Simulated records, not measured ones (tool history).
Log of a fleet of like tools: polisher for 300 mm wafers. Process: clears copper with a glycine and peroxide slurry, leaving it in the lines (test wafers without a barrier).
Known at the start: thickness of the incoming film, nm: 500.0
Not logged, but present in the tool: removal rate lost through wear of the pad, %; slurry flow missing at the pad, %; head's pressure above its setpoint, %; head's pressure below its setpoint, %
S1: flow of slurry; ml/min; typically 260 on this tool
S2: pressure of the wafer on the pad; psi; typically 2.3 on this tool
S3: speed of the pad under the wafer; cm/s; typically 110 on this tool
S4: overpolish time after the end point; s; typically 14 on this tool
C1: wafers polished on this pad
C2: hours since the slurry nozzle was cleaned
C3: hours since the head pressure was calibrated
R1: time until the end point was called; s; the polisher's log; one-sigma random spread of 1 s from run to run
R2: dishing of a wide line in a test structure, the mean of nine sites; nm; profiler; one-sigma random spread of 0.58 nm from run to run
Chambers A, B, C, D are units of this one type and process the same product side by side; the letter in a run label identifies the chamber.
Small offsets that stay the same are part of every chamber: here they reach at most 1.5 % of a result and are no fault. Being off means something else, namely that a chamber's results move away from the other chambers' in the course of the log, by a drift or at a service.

| run | day | S1 | S2 | S3 | S4 | C1 | C2 | C3 | R1 | R2 |
|---|---|---|---|---|---|---|---|---|---|---|
|  | 0.388 | chamber A: worn pad replaced by a new one |
| 1B | 0.600 | 260 | 2.3 | 110 | 14 | 546 | 144.9 | 40.3 | 92.332 | 46.301 |
|  | 0.654 | chamber D: worn pad replaced by a new one |
|  | 0.817 | chamber B: worn pad replaced by a new one |
| 2A | 0.871 | 260 | 2.3 | 110 | 14 | 73 | 499.5 | 224.8 | 91.082 | 45.017 |
|  | 1.421 | chamber C: worn pad replaced by a new one |
| 3D | 1.462 | 260 | 2.3 | 110 | 14 | 122 | 188.8 | 483.2 | 91.109 | 45.223 |
| 4C | 1.967 | 260 | 2.3 | 110 | 14 | 83 | 230.2 | 976.0 | 91.429 | 45.979 |
|  | 2.129 | chamber D: slurry nozzle cleaned |
| 5A | 2.304 | 260 | 2.3 | 110 | 14 | 290 | 533.9 | 259.2 | 90.840 | 46.864 |
|  | 2.479 | chamber C: slurry nozzle cleaned |
| 6D | 2.604 | 260 | 2.3 | 110 | 14 | 295 | 11.5 | 510.6 | 90.679 | 44.842 |
| 7B | 3.092 | 260 | 2.3 | 110 | 14 | 344 | 204.7 | 100.1 | 93.030 | 46.567 |
| 8C | 3.667 | 260 | 2.3 | 110 | 14 | 339 | 28.5 | 1016.8 | 90.513 | 46.574 |
|  | 3.821 | chamber D: worn pad replaced by a new one |
| 9C | 3.967 | 260 | 2.3 | 110 | 14 | 385 | 35.7 | 1024.0 | 91.035 | 46.491 |
|  | 4.038 | chamber A: worn pad replaced by a new one |
| 10B | 4.329 | 260 | 2.3 | 110 | 14 | 531 | 234.4 | 129.8 | 91.505 | 45.917 |
| 11D | 4.796 | 260 | 2.3 | 110 | 14 | 147 | 64.1 | 563.2 | 91.196 | 45.630 |
| 12A | 5.208 | 260 | 2.3 | 110 | 14 | 177 | 603.6 | 328.9 | 90.855 | 44.644 |
|  | 5.358 | chamber A: head pressure recalibrated |
| 13A | 5.525 | 260 | 2.3 | 110 | 14 | 225 | 611.2 | 4.1 | 91.219 | 45.141 |
|  | 5.558 | chamber B: worn pad replaced by a new one |
| 14D | 6.088 | 260 | 2.3 | 110 | 14 | 342 | 95.1 | 594.2 | 90.471 | 46.359 |
|  | 6.654 | chamber A: slurry nozzle cleaned |
| 15B | 6.675 | 260 | 2.3 | 110 | 14 | 168 | 290.7 | 186.1 | 91.274 | 45.301 |
|  | 6.767 | chamber D: worn pad replaced by a new one |
|  | 7.004 | chamber C: head pressure recalibrated |
| 16C | 7.100 | 260 | 2.3 | 110 | 14 | 858 | 110.9 | 2.3 | 88.865 | 46.646 |
|  | 7.425 | chamber A: worn pad replaced by a new one |
| 17C | 7.625 | 260 | 2.3 | 110 | 14 | 938 | 123.5 | 14.9 | 89.558 | 46.307 |
| 18A | 7.896 | 260 | 1.8 | 96 | 14 | 71 | 29.8 | 61.0 | 121.230 | 37.263 |
|  | 7.900 | chamber B: slurry nozzle cleaned |
| 19D | 8.283 | 260 | 1.8 | 96 | 14 | 229 | 147.8 | 646.9 | 122.210 | 36.212 |
| 20B | 8.754 | 260 | 1.8 | 96 | 14 | 483 | 20.6 | 236.0 | 125.120 | 38.463 |
| 21A | 9.221 | 260 | 1.8 | 96 | 14 | 271 | 61.6 | 92.8 | 120.370 | 36.172 |
|  | 9.475 | chamber B: worn pad replaced by a new one |
|  | 9.650 | chamber C: worn pad replaced by a new one |
| 22C | 9.762 | 260 | 2.0 | 110 | 8 | 17 | 174.8 | 66.2 | 100.160 | 26.511 |
| 23D | 10.092 | 260 | 2.0 | 110 | 8 | 502 | 191.2 | 690.3 | 103.400 | 27.489 |
|  | 10.129 | chamber D: worn pad replaced by a new one |
| 24B | 10.596 | 260 | 2.0 | 110 | 8 | 169 | 64.8 | 280.2 | 101.880 | 27.426 |
|  | 10.671 | chamber A: worn pad replaced by a new one |
| 25D | 10.904 | 260 | 2.0 | 110 | 8 | 117 | 210.7 | 709.8 | 102.480 | 26.152 |
| 26C | 11.279 | 260 | 2.3 | 110 | 14 | 246 | 211.2 | 102.6 | 90.764 | 45.711 |
| 27B | 11.538 | 260 | 2.3 | 110 | 14 | 312 | 87.4 | 302.8 | 90.927 | 46.645 |
| 28A | 11.904 | 260 | 2.3 | 110 | 14 | 186 | 126.0 | 157.2 | 92.643 | 46.313 |
| 29A | 12.396 | 260 | 2.3 | 110 | 14 | 260 | 137.8 | 169.0 | 90.661 | 45.341 |
|  | 12.604 | chamber D: slurry nozzle cleaned |
| 30B | 12.679 | 260 | 1.9 | 128 | 14 | 484 | 114.8 | 330.2 | 94.927 | 45.510 |
| 31D | 13.267 | 260 | 1.9 | 128 | 14 | 474 | 15.9 | 766.5 | 94.958 | 42.859 |
| 32C | 13.625 | 260 | 1.9 | 128 | 14 | 600 | 267.5 | 158.9 | 92.254 | 43.714 |

All 4 chambers run these settings next. Forecast each chamber's results:
| 33A | 14.054 | 195 | 2.3 | 110 | 14 |  |  |  | ? | ? |
| 33B | 14.054 | 195 | 2.3 | 110 | 14 |  |  |  | ? | ? |
| 33C | 14.054 | 195 | 2.3 | 110 | 14 |  |  |  | ? | ? |
| 33D | 14.054 | 195 | 2.3 | 110 | 14 |  |  |  | ? | ? |

| run | R1 | R2 |
|---|---|---|
| 33A | 95.530 | 44.970 |
| 33B | 95.538 | 45.943 |
| 33C | 92.847 | 45.851 |
| 33D | 94.018 | 44.826 |
